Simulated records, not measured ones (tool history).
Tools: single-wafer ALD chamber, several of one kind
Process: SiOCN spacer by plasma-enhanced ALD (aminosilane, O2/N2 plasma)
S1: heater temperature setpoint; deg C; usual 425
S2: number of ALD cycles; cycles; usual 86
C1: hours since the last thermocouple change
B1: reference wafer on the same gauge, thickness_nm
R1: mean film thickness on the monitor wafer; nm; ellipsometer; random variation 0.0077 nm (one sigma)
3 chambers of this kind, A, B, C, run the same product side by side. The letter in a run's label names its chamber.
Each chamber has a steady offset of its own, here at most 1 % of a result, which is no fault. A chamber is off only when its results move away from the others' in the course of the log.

run 1C hour=10.0 | S1=425 S2=86 | C1=1830.1 | B1=5.5716 | R1=4.7750
run 2A hour=20.1 | S1=425 S2=86 | C1=413.5 | B1=5.5714 | R1=4.8002
run 3B hour=28.5 | S1=425 S2=86 | C1=906.2 | B1=5.5731 | R1=4.8172
run 4A hour=34.5 | S1=425 S2=86 | C1=427.9 | B1=5.5736 | R1=4.7831
run 5B hour=41.9 | S1=425 S2=86 | C1=919.6 | B1=5.5756 | R1=4.8049
run 6C hour=49.3 | S1=425 S2=86 | C1=1869.4 | B1=5.5734 | R1=4.7799
run 7A hour=60.3 | S1=420 S2=98 | C1=453.7 | B1=5.5757 | R1=5.5489
run 8B hour=70.2 | S1=420 S2=98 | C1=947.9 | B1=5.5777 | R1=5.5629
run 9C hour=77.0 | S1=420 S2=98 | C1=1897.1 | B1=5.5785 | R1=5.5250
run 10C hour=83.0 | S1=425 S2=86 | C1=1903.1 | B1=5.5765 | R1=4.7816
run 11B hour=89.0 | S1=425 S2=86 | C1=966.7 | B1=5.5756 | R1=4.8227
run 12A hour=99.5 | S1=413 S2=91 | C1=492.9 | B1=5.5762 | R1=5.2777
run 13C hour=110.3 | S1=413 S2=91 | C1=1930.4 | B1=5.5787 | R1=5.2661
run 14A hour=121.0 | S1=413 S2=91 | C1=514.4 | B1=5.5793 | R1=5.2863
run 15B hour=127.8 | S1=425 S2=86 | C1=1005.5 | B1=5.5804 | R1=4.8139
run 16A hour=139.2 | S1=425 S2=86 | C1=532.6 | B1=5.5832 | R1=4.7873
run 17B hour=149.3 | S1=425 S2=86 | C1=1027.0 | B1=5.5829 | R1=4.8167
run 18C hour=159.5 | S1=425 S2=86 | C1=1979.6 | B1=5.5842 | R1=4.7916
run 19B hour=171.6 | S1=425 S2=86 | C1=1049.3 | B1=5.5846 | R1=4.8226
run 20A hour=179.0 | S1=425 S2=86 | C1=572.4 | B1=5.5840 | R1=4.8049
run 21C hour=192.8 | S1=425 S2=86 | C1=2012.9 | B1=5.5860 | R1=4.7939
run 22C hour=203.0 | S1=425 S2=86 | C1=2023.1 | B1=5.5875 | R1=4.8038
run 23B hour=214.5 | S1=425 S2=86 | C1=1092.2 | B1=5.5893 | R1=4.8207
run 24A hour=223.0 | S1=425 S2=86 | C1=616.4 | B1=5.5898 | R1=4.8042
run 25C hour=233.0 | S1=425 S2=86 | C1=2053.1 | B1=5.5897 | R1=4.7914
run 26A hour=242.0 | S1=425 S2=86 | C1=635.4 | B1=5.5879 | R1=4.8182
run 27B hour=251.2 | S1=410 S2=99 | C1=1128.9 | B1=5.5940 | R1=5.8241
run 28B hour=262.5 | S1=410 S2=99 | C1=1140.2 | B1=5.5914 | R1=5.8156
run 29C hour=271.2 | S1=410 S2=99 | C1=2091.3 | B1=5.5936 | R1=5.7901
run 30A hour=279.3 | S1=425 S2=86 | C1=672.7 | B1=5.5942 | R1=4.8127
run 31C hour=287.3 | S1=425 S2=86 | C1=2107.4 | B1=5.5937 | R1=4.7985
run 32A hour=297.8 | S1=438 S2=74 | C1=691.2 | B1=5.5973 | R1=3.9720
run 33B hour=307.3 | S1=438 S2=74 | C1=1185.0 | B1=5.5968 | R1=3.9915
run 34B hour=321.1 | S1=438 S2=74 | C1=1198.8 | B1=5.5963 | R1=3.9871
run 35C hour=333.0 | S1=425 S2=86 | C1=2153.1 | B1=5.5966 | R1=4.7956
run 36A hour=341.8 | S1=425 S2=86 | C1=735.2 | B1=5.5992 | R1=4.8218
run 37A hour=348.4 | S1=425 S2=86 | C1=741.8 | B1=5.6004 | R1=4.8240
run 38C hour=359.6 | S1=437 S2=74 | C1=2179.7 | B1=5.6034 | R1=3.9628
run 39B hour=371.4 | S1=437 S2=74 | C1=1249.1 | B1=5.6010 | R1=4.0036
run 40A hour=382.2 | S1=437 S2=74 | C1=775.6 | B1=5.6010 | R1=4.0064
run 41B hour=388.8 | S1=425 S2=86 | C1=1266.5 | B1=5.6063 | R1=4.8280
run 42C hour=398.6 | S1=425 S2=86 | C1=2218.7 | B1=5.6015 | R1=4.8027
run 43A hour=412.3 | S1=425 S2=86 | C1=805.7 | B1=5.6080 | R1=4.8306
run 44B hour=420.2 | S1=425 S2=86 | C1=1297.9 | B1=5.6031 | R1=4.8455

What goes on in this fleet: one chamber off, a drifting gauge, or nothing beyond the chambers' own small offsets? Name the chamber and the cause, if any.

The gauge drifts, so all chambers seem to drift together. No chamber is off.
Cause: gauge reads high (%) = 0.656.

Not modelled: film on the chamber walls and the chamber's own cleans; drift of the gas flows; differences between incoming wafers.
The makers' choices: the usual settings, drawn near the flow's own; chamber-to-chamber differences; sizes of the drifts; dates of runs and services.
